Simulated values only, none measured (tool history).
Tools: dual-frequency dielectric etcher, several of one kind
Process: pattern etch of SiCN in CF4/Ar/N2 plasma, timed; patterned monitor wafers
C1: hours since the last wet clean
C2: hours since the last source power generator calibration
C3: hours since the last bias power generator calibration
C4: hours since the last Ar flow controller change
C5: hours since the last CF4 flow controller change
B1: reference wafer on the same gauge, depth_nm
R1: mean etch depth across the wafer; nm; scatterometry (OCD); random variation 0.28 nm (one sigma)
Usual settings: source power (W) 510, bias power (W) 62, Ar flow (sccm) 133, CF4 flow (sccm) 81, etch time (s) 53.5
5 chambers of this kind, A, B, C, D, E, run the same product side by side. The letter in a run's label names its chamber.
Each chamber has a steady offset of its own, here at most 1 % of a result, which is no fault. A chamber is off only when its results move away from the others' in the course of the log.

{"run": "1B", "hour": 7.3, "source power (W)": 510, "bias power (W)": 62, "Ar flow (sccm)": 133, "CF4 flow (sccm)": 81, "etch time (s)": 53.5, "C1": 329.0, "C2": 1414.7, "C3": 334.5, "C4": 3536.9, "C5": 1608.6, "B1": 54.422, "R1": 47.649}
{"run": "2E", "hour": 16.1, "source power (W)": 510, "bias power (W)": 62, "Ar flow (sccm)": 133, "CF4 flow (sccm)": 81, "etch time (s)": 53.5, "C1": 312.5, "C2": 3046.7, "C3": 4185.2, "C4": 5319.6, "C5": 904.5, "B1": 54.546, "R1": 47.347}
{"run": "3C", "hour": 21.9, "source power (W)": 510, "bias power (W)": 62, "Ar flow (sccm)": 133, "CF4 flow (sccm)": 81, "etch time (s)": 53.5, "C1": 194.9, "C2": 3264.4, "C3": 1800.4, "C4": 2453.0, "C5": 2841.0, "B1": 54.571, "R1": 47.322}
{"run": "4D", "hour": 26.7, "source power (W)": 510, "bias power (W)": 62, "Ar flow (sccm)": 133, "CF4 flow (sccm)": 81, "etch time (s)": 53.5, "C1": 270.5, "C2": 503.8, "C3": 2808.4, "C4": 881.4, "C5": 2036.6, "B1": 54.508, "R1": 48.351}
{"run": "5A", "hour": 32.1, "source power (W)": 510, "bias power (W)": 62, "Ar flow (sccm)": 133, "CF4 flow (sccm)": 81, "etch time (s)": 53.5, "C1": 325.7, "C2": 3245.9, "C3": 769.8, "C4": 434.3, "C5": 3844.0, "B1": 54.479, "R1": 47.96}
{"run": "6A", "hour": 36.6, "source power (W)": 510, "bias power (W)": 62, "Ar flow (sccm)": 133, "CF4 flow (sccm)": 81, "etch time (s)": 53.5, "C1": 330.2, "C2": 3250.4, "C3": 774.3, "C4": 438.8, "C5": 3848.5, "B1": 54.566, "R1": 48.279}
{"run": "7D", "hour": 44.8, "source power (W)": 510, "bias power (W)": 62, "Ar flow (sccm)": 133, "CF4 flow (sccm)": 81, "etch time (s)": 53.5, "C1": 288.6, "C2": 521.9, "C3": 2826.5, "C4": 899.5, "C5": 2054.7, "B1": 54.58, "R1": 48.228}
{"run": "8E", "hour": 53.7, "source power (W)": 510, "bias power (W)": 62, "Ar flow (sccm)": 133, "CF4 flow (sccm)": 81, "etch time (s)": 53.5, "C1": 350.1, "C2": 3084.3, "C3": 4222.8, "C4": 5357.2, "C5": 942.1, "B1": 54.498, "R1": 48.364}
{"hour": 54.6, "done": "chamber A: wet clean of the chamber"}
{"run": "9C", "hour": 60.7, "source power (W)": 510, "bias power (W)": 62, "Ar flow (sccm)": 133, "CF4 flow (sccm)": 81, "etch time (s)": 53.5, "C1": 233.7, "C2": 3303.2, "C3": 1839.2, "C4": 2491.8, "C5": 2879.8, "B1": 54.531, "R1": 48.063}
{"run": "10B", "hour": 69.0, "source power (W)": 510, "bias power (W)": 62, "Ar flow (sccm)": 133, "CF4 flow (sccm)": 81, "etch time (s)": 53.5, "C1": 390.7, "C2": 1476.4, "C3": 396.2, "C4": 3598.6, "C5": 1670.3, "B1": 54.475, "R1": 48.193}
{"run": "11B", "hour": 78.0, "source power (W)": 510, "bias power (W)": 62, "Ar flow (sccm)": 133, "CF4 flow (sccm)": 81, "etch time (s)": 53.5, "C1": 399.7, "C2": 1485.4, "C3": 405.2, "C4": 3607.6, "C5": 1679.3, "B1": 54.414, "R1": 47.742}
{"run": "12A", "hour": 86.2, "source power (W)": 510, "bias power (W)": 62, "Ar flow (sccm)": 133, "CF4 flow (sccm)": 81, "etch time (s)": 53.5, "C1": 31.6, "C2": 3300.0, "C3": 823.9, "C4": 488.4, "C5": 3898.1, "B1": 54.462, "R1": 48.418}
{"hour": 87.2, "done": "chamber D: wet clean of the chamber"}
{"hour": 93.7, "done": "chamber D: CF4 flow controller replaced"}
{"run": "13E", "hour": 94.1, "source power (W)": 510, "bias power (W)": 62, "Ar flow (sccm)": 119, "CF4 flow (sccm)": 81, "etch time (s)": 53.5, "C1": 390.5, "C2": 3124.7, "C3": 4263.2, "C4": 5397.6, "C5": 982.5, "B1": 54.523, "R1": 49.172}
{"run": "14D", "hour": 98.8, "source power (W)": 510, "bias power (W)": 62, "Ar flow (sccm)": 119, "CF4 flow (sccm)": 81, "etch time (s)": 53.5, "C1": 11.6, "C2": 575.9, "C3": 2880.5, "C4": 953.5, "C5": 5.1, "B1": 54.45, "R1": 48.901}
{"run": "15C", "hour": 105.4, "source power (W)": 510, "bias power (W)": 62, "Ar flow (sccm)": 119, "CF4 flow (sccm)": 81, "etch time (s)": 53.5, "C1": 278.4, "C2": 3347.9, "C3": 1883.9, "C4": 2536.5, "C5": 2924.5, "B1": 54.49, "R1": 48.786}
{"run": "16E", "hour": 114.7, "source power (W)": 510, "bias power (W)": 62, "Ar flow (sccm)": 119, "CF4 flow (sccm)": 81, "etch time (s)": 53.5, "C1": 411.1, "C2": 3145.3, "C3": 4283.8, "C4": 5418.2, "C5": 1003.1, "B1": 54.526, "R1": 48.976}
{"run": "17B", "hour": 122.4, "source power (W)": 510, "bias power (W)": 62, "Ar flow (sccm)": 119, "CF4 flow (sccm)": 81, "etch time (s)": 53.5, "C1": 444.1, "C2": 1529.8, "C3": 449.6, "C4": 3652.0, "C5": 1723.7, "B1": 54.558, "R1": 48.677}
{"run": "18C", "hour": 130.6, "source power (W)": 510, "bias power (W)": 62, "Ar flow (sccm)": 133, "CF4 flow (sccm)": 81, "etch time (s)": 53.5, "C1": 303.6, "C2": 3373.1, "C3": 1909.1, "C4": 2561.7, "C5": 2949.7, "B1": 54.483, "R1": 47.402}
{"run": "19D", "hour": 138.8, "source power (W)": 510, "bias power (W)": 62, "Ar flow (sccm)": 133, "CF4 flow (sccm)": 81, "etch time (s)": 53.5, "C1": 51.6, "C2": 615.9, "C3": 2920.5, "C4": 993.5, "C5": 45.1, "B1": 54.494, "R1": 47.942}
{"run": "20A", "hour": 145.8, "source power (W)": 510, "bias power (W)": 62, "Ar flow (sccm)": 133, "CF4 flow (sccm)": 81, "etch time (s)": 53.5, "C1": 91.2, "C2": 3359.6, "C3": 883.5, "C4": 548.0, "C5": 3957.7, "B1": 54.448, "R1": 48.521}
{"run": "21C", "hour": 154.8, "source power (W)": 510, "bias power (W)": 62, "Ar flow (sccm)": 152, "CF4 flow (sccm)": 81, "etch time (s)": 42.5, "C1": 327.8, "C2": 3397.3, "C3": 1933.3, "C4": 2585.9, "C5": 2973.9, "B1": 54.504, "R1": 37.039}
{"run": "22A", "hour": 161.1, "source power (W)": 510, "bias power (W)": 62, "Ar flow (sccm)": 152, "CF4 flow (sccm)": 81, "etch time (s)": 42.5, "C1": 106.5, "C2": 3374.9, "C3": 898.8, "C4": 563.3, "C5": 3973.0, "B1": 54.539, "R1": 36.965}
{"run": "23B", "hour": 169.2, "source power (W)": 510, "bias power (W)": 62, "Ar flow (sccm)": 152, "CF4 flow (sccm)": 81, "etch time (s)": 42.5, "C1": 490.9, "C2": 1576.6, "C3": 496.4, "C4": 3698.8, "C5": 1770.5, "B1": 54.495, "R1": 37.19}
{"run": "24D", "hour": 173.9, "source power (W)": 510, "bias power (W)": 62, "Ar flow (sccm)": 152, "CF4 flow (sccm)": 81, "etch time (s)": 42.5, "C1": 86.7, "C2": 651.0, "C3": 2955.6, "C4": 1028.6, "C5": 80.2, "B1": 54.469, "R1": 37.358}
{"run": "25E", "hour": 180.5, "source power (W)": 510, "bias power (W)": 62, "Ar flow (sccm)": 152, "CF4 flow (sccm)": 81, "etch time (s)": 42.5, "C1": 476.9, "C2": 3211.1, "C3": 4349.6, "C4": 5484.0, "C5": 1068.9, "B1": 54.551, "R1": 37.991}
{"run": "26E", "hour": 188.6, "source power (W)": 510, "bias power (W)": 62, "Ar flow (sccm)": 133, "CF4 flow (sccm)": 81, "etch time (s)": 53.5, "C1": 485.0, "C2": 3219.2, "C3": 4357.7, "C4": 5492.1, "C5": 1077.0, "B1": 54.534, "R1": 48.523}
{"run": "27A", "hour": 194.0, "source power (W)": 510, "bias power (W)": 62, "Ar flow (sccm)": 133, "CF4 flow (sccm)": 81, "etch time (s)": 53.5, "C1": 139.4, "C2": 3407.8, "C3": 931.7, "C4": 596.2, "C5": 4005.9, "B1": 54.444, "R1": 48.433}
{"run": "28C", "hour": 198.7, "source power (W)": 510, "bias power (W)": 62, "Ar flow (sccm)": 133, "CF4 flow (sccm)": 81, "etch time (s)": 53.5, "C1": 371.7, "C2": 3441.2, "C3": 1977.2, "C4": 2629.8, "C5": 3017.8, "B1": 54.5, "R1": 47.555}
{"hour": 199.6, "done": "chamber E: Ar flow controller replaced"}
{"run": "29D", "hour": 203.3, "source power (W)": 510, "bias power (W)": 62, "Ar flow (sccm)": 133, "CF4 flow (sccm)": 81, "etch time (s)": 53.5, "C1": 116.1, "C2": 680.4, "C3": 2985.0, "C4": 1058.0, "C5": 109.6, "B1": 54.46, "R1": 48.271}
{"run": "30B", "hour": 209.9, "source power (W)": 510, "bias power (W)": 62, "Ar flow (sccm)": 133, "CF4 flow (sccm)": 67, "etch time (s)": 53.5, "C1": 531.6, "C2": 1617.3, "C3": 537.1, "C4": 3739.5, "C5": 1811.2, "B1": 54.542, "R1": 47.034}
{"run": "31D", "hour": 214.4, "source power (W)": 510, "bias power (W)": 62, "Ar flow (sccm)": 133, "CF4 flow (sccm)": 67, "etch time (s)": 53.5, "C1": 127.2, "C2": 691.5, "C3": 2996.1, "C4": 1069.1, "C5": 120.7, "B1": 54.488, "R1": 46.536}
{"run": "32C", "hour": 220.0, "source power (W)": 510, "bias power (W)": 62, "Ar flow (sccm)": 133, "CF4 flow (sccm)": 67, "etch time (s)": 53.5, "C1": 393.0, "C2": 3462.5, "C3": 1998.5, "C4": 2651.1, "C5": 3039.1, "B1": 54.486, "R1": 45.823}
{"run": "33A", "hour": 229.5, "source power (W)": 510, "bias power (W)": 62, "Ar flow (sccm)": 133, "CF4 flow (sccm)": 67, "etch time (s)": 53.5, "C1": 174.9, "C2": 3443.3, "C3": 967.2, "C4": 631.7, "C5": 4041.4, "B1": 54.459, "R1": 46.464}
{"run": "34B", "hour": 238.3, "source power (W)": 510, "bias power (W)": 62, "Ar flow (sccm)": 133, "CF4 flow (sccm)": 67, "etch time (s)": 53.5, "C1": 560.0, "C2": 1645.7, "C3": 565.5, "C4": 3767.9, "C5": 1839.6, "B1": 54.474, "R1": 46.187}
{"run": "35E", "hour": 245.8, "source power (W)": 510, "bias power (W)": 62, "Ar flow (sccm)": 133, "CF4 flow (sccm)": 81, "etch time (s)": 53.5, "C1": 542.2, "C2": 3276.4, "C3": 4414.9, "C4": 46.3, "C5": 1134.2, "B1": 54.446, "R1": 49.721}
{"hour": 248.7, "done": "chamber B: wet clean of the chamber"}
{"run": "36E", "hour": 252.5, "source power (W)": 510, "bias power (W)": 62, "Ar flow (sccm)": 133, "CF4 flow (sccm)": 81, "etch time (s)": 53.5, "C1": 548.9, "C2": 3283.1, "C3": 4421.6, "C4": 53.0, "C5": 1140.9, "B1": 54.505, "R1": 49.359}
{"run": "37B", "hour": 260.8, "source power (W)": 510, "bias power (W)": 62, "Ar flow (sccm)": 133, "CF4 flow (sccm)": 81, "etch time (s)": 53.5, "C1": 12.2, "C2": 1668.2, "C3": 588.0, "C4": 3790.4, "C5": 1862.1, "B1": 54.424, "R1": 47.961}

Is one chamber off against the others, does the gauge drift, or is nothing wrong? If a chamber is off, say which, and what the likeliest cause is.

Chamber E drifts away from the others.
Cause: etch rate over this chamber's usual, % = 4.01.
The log may not tell that from: source power that arrives over what is set, %.

Here are 4 candidates for chamber E's next run, each the usual settings with a change, their results left as question marks. Which one brings its results back in line with what the others give on the usual settings?
In line means no further than this from the other chambers' mean on the usual settings: R1 0.980 nm
{"run": "38E-1", "hour": 267.7, "source power (W)": 500, "bias power (W)": 62, "Ar flow (sccm)": 133, "CF4 flow (sccm)": 81, "etch time (s)": 52.5, "R1": "?"}
{"run": "38E-2", "hour": 267.7, "source power (W)": 520, "bias power (W)": 63, "Ar flow (sccm)": 132, "CF4 flow (sccm)": 81, "etch time (s)": 56.0, "R1": "?"}
{"run": "38E-3", "hour": 267.7, "source power (W)": 530, "bias power (W)": 63, "Ar flow (sccm)": 133, "CF4 flow (sccm)": 81, "etch time (s)": 53.5, "R1": "?"}
{"run": "38E-4", "hour": 267.7, "source power (W)": 500, "bias power (W)": 62, "Ar flow (sccm)": 134, "CF4 flow (sccm)": 81, "etch time (s)": 51.0, "R1": "?"}

The other chambers' mean on the usual settings: R1 47.917 nm
run=38E-1 R1=47.848
run=38E-2 R1=53.209
run=38E-3 R1=51.642
run=38E-4 R1=46.424
38E-1 brings the chamber back in line.
